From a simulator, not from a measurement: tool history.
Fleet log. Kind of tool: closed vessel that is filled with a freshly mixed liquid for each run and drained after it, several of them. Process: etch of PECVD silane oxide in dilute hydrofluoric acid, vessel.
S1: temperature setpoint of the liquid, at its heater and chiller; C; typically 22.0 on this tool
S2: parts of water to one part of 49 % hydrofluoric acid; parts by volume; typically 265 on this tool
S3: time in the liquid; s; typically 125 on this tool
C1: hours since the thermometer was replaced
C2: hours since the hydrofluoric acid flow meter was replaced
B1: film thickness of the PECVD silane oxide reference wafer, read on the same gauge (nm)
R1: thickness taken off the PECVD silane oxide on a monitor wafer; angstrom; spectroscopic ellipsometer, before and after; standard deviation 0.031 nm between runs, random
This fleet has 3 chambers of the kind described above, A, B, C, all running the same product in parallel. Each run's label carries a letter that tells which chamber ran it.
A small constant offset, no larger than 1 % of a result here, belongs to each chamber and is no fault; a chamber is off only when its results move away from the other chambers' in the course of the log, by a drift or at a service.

{"run": "1C", "hour": 5.6, "S1": 22.0, "S2": 265, "S3": 125, "C1": 568.5, "C2": 614.5, "B1": 140.02, "R1": 67.691}
{"run": "2B", "hour": 16.7, "S1": 22.0, "S2": 265, "S3": 125, "C1": 324.2, "C2": 1349.6, "B1": 140.0, "R1": 68.196}
{"hour": 22.1, "done": "chamber B: hydrofluoric acid flow meter replaced"}
{"run": "3A", "hour": 24.8, "S1": 22.0, "S2": 265, "S3": 125, "C1": 804.4, "C2": 901.6, "B1": 140.03, "R1": 68.326}
{"run": "4C", "hour": 35.7, "S1": 22.0, "S2": 265, "S3": 125, "C1": 598.6, "C2": 644.6, "B1": 140.02, "R1": 67.738}
{"run": "5A", "hour": 46.1, "S1": 22.0, "S2": 265, "S3": 125, "C1": 825.7, "C2": 922.9, "B1": 139.97, "R1": 68.395}
{"run": "6B", "hour": 54.9, "S1": 22.0, "S2": 265, "S3": 125, "C1": 362.4, "C2": 32.9, "B1": 139.97, "R1": 68.084}
{"run": "7A", "hour": 60.8, "S1": 22.0, "S2": 265, "S3": 125, "C1": 840.4, "C2": 937.6, "B1": 139.98, "R1": 67.987}
{"run": "8C", "hour": 71.2, "S1": 22.0, "S2": 265, "S3": 125, "C1": 634.1, "C2": 680.1, "B1": 139.98, "R1": 68.114}
{"run": "9B", "hour": 78.2, "S1": 22.0, "S2": 265, "S3": 125, "C1": 385.7, "C2": 56.2, "B1": 139.99, "R1": 67.746}
{"run": "10A", "hour": 84.1, "S1": 22.0, "S2": 265, "S3": 125, "C1": 863.7, "C2": 960.9, "B1": 139.99, "R1": 68.254}
{"run": "11C", "hour": 89.8, "S1": 22.0, "S2": 265, "S3": 125, "C1": 652.7, "C2": 698.7, "B1": 139.97, "R1": 67.885}
{"run": "12B", "hour": 98.2, "S1": 22.0, "S2": 265, "S3": 125, "C1": 405.7, "C2": 76.2, "B1": 139.99, "R1": 67.533}
{"run": "13C", "hour": 107.7, "S1": 24.5, "S2": 265, "S3": 195, "C1": 670.6, "C2": 716.6, "B1": 139.94, "R1": 116.14}
{"run": "14A", "hour": 113.2, "S1": 24.5, "S2": 265, "S3": 195, "C1": 892.8, "C2": 990.0, "B1": 139.94, "R1": 116.59}
{"run": "15B", "hour": 118.6, "S1": 24.5, "S2": 265, "S3": 195, "C1": 426.1, "C2": 96.6, "B1": 139.98, "R1": 116.2}
{"run": "16B", "hour": 126.9, "S1": 22.0, "S2": 265, "S3": 125, "C1": 434.4, "C2": 104.9, "B1": 140.04, "R1": 68.682}
{"run": "17A", "hour": 133.5, "S1": 22.0, "S2": 370, "S3": 90, "C1": 913.1, "C2": 1010.3, "B1": 139.97, "R1": 31.702}
{"run": "18C", "hour": 140.1, "S1": 22.0, "S2": 370, "S3": 90, "C1": 703.0, "C2": 749.0, "B1": 139.94, "R1": 32.058}
{"run": "19B", "hour": 149.2, "S1": 22.0, "S2": 370, "S3": 90, "C1": 456.7, "C2": 127.2, "B1": 140.04, "R1": 31.776}
{"run": "20C", "hour": 155.7, "S1": 22.0, "S2": 265, "S3": 125, "C1": 718.6, "C2": 764.6, "B1": 140.02, "R1": 68.085}
{"run": "21A", "hour": 164.5, "S1": 22.0, "S2": 265, "S3": 125, "C1": 944.1, "C2": 1041.3, "B1": 140.02, "R1": 67.432}
{"run": "22B", "hour": 176.0, "S1": 22.0, "S2": 265, "S3": 125, "C1": 483.5, "C2": 154.0, "B1": 139.99, "R1": 68.271}
{"run": "23A", "hour": 183.7, "S1": 22.0, "S2": 265, "S3": 125, "C1": 963.3, "C2": 1060.5, "B1": 140.01, "R1": 66.783}
{"run": "24C", "hour": 189.9, "S1": 22.0, "S2": 265, "S3": 125, "C1": 752.8, "C2": 798.8, "B1": 140.02, "R1": 68.26}
{"run": "25A", "hour": 200.7, "S1": 22.0, "S2": 265, "S3": 125, "C1": 980.3, "C2": 1077.5, "B1": 140.06, "R1": 67.052}
{"run": "26C", "hour": 209.5, "S1": 22.0, "S2": 265, "S3": 125, "C1": 772.4, "C2": 818.4, "B1": 140.02, "R1": 67.897}
{"run": "27B", "hour": 220.7, "S1": 22.0, "S2": 265, "S3": 75, "C1": 528.2, "C2": 198.7, "B1": 140.02, "R1": 40.246}
{"run": "28C", "hour": 231.7, "S1": 22.0, "S2": 265, "S3": 75, "C1": 794.6, "C2": 840.6, "B1": 140.04, "R1": 40.697}
{"run": "29A", "hour": 240.3, "S1": 22.0, "S2": 265, "S3": 75, "C1": 1019.9, "C2": 1117.1, "B1": 139.99, "R1": 40.074}
{"run": "30B", "hour": 248.3, "S1": 22.0, "S2": 265, "S3": 125, "C1": 555.8, "C2": 226.3, "B1": 139.99, "R1": 67.944}
{"run": "31A", "hour": 256.5, "S1": 22.0, "S2": 265, "S3": 125, "C1": 1036.1, "C2": 1133.3, "B1": 139.95, "R1": 66.238}
{"run": "32B", "hour": 262.1, "S1": 22.0, "S2": 265, "S3": 125, "C1": 569.6, "C2": 240.1, "B1": 139.95, "R1": 67.608}
{"run": "33C", "hour": 269.1, "S1": 22.0, "S2": 265, "S3": 125, "C1": 832.0, "C2": 878.0, "B1": 139.98, "R1": 67.665}
{"run": "34A", "hour": 280.7, "S1": 22.0, "S2": 265, "S3": 125, "C1": 1060.3, "C2": 1157.5, "B1": 139.99, "R1": 65.905}
{"run": "35B", "hour": 286.9, "S1": 22.0, "S2": 265, "S3": 125, "C1": 594.4, "C2": 264.9, "B1": 140.0, "R1": 67.75}
{"run": "36C", "hour": 294.2, "S1": 25.0, "S2": 265, "S3": 125, "C1": 857.1, "C2": 903.1, "B1": 140.02, "R1": 75.258}
{"run": "37B", "hour": 306.2, "S1": 25.0, "S2": 265, "S3": 125, "C1": 613.7, "C2": 284.2, "B1": 139.97, "R1": 75.476}
{"run": "38C", "hour": 317.5, "S1": 25.0, "S2": 265, "S3": 125, "C1": 880.4, "C2": 926.4, "B1": 139.97, "R1": 75.17}
{"run": "39A", "hour": 327.0, "S1": 22.0, "S2": 265, "S3": 125, "C1": 1106.6, "C2": 1203.8, "B1": 139.96, "R1": 66.101}
{"run": "40C", "hour": 336.5, "S1": 22.0, "S2": 265, "S3": 125, "C1": 899.4, "C2": 945.4, "B1": 140.0, "R1": 67.71}
{"run": "41B", "hour": 344.2, "S1": 22.0, "S2": 265, "S3": 125, "C1": 651.7, "C2": 322.2, "B1": 140.02, "R1": 68.036}
{"run": "42A", "hour": 352.6, "S1": 22.0, "S2": 265, "S3": 125, "C1": 1132.2, "C2": 1229.4, "B1": 139.96, "R1": 65.403}
{"run": "43C", "hour": 363.5, "S1": 22.0, "S2": 265, "S3": 125, "C1": 926.4, "C2": 972.4, "B1": 139.95, "R1": 67.637}

Predict what each chamber gives when all 3 of them run the settings below next.
{"run": "44A", "hour": 372.2, "S1": 22.0, "S2": 265, "S3": 170, "R1": "?"}
{"run": "44B", "hour": 372.2, "S1": 22.0, "S2": 265, "S3": 170, "R1": "?"}
{"run": "44C", "hour": 372.2, "S1": 22.0, "S2": 265, "S3": 170, "R1": "?"}

run=44A R1=87.798
run=44B R1=92.539
run=44C R1=91.856

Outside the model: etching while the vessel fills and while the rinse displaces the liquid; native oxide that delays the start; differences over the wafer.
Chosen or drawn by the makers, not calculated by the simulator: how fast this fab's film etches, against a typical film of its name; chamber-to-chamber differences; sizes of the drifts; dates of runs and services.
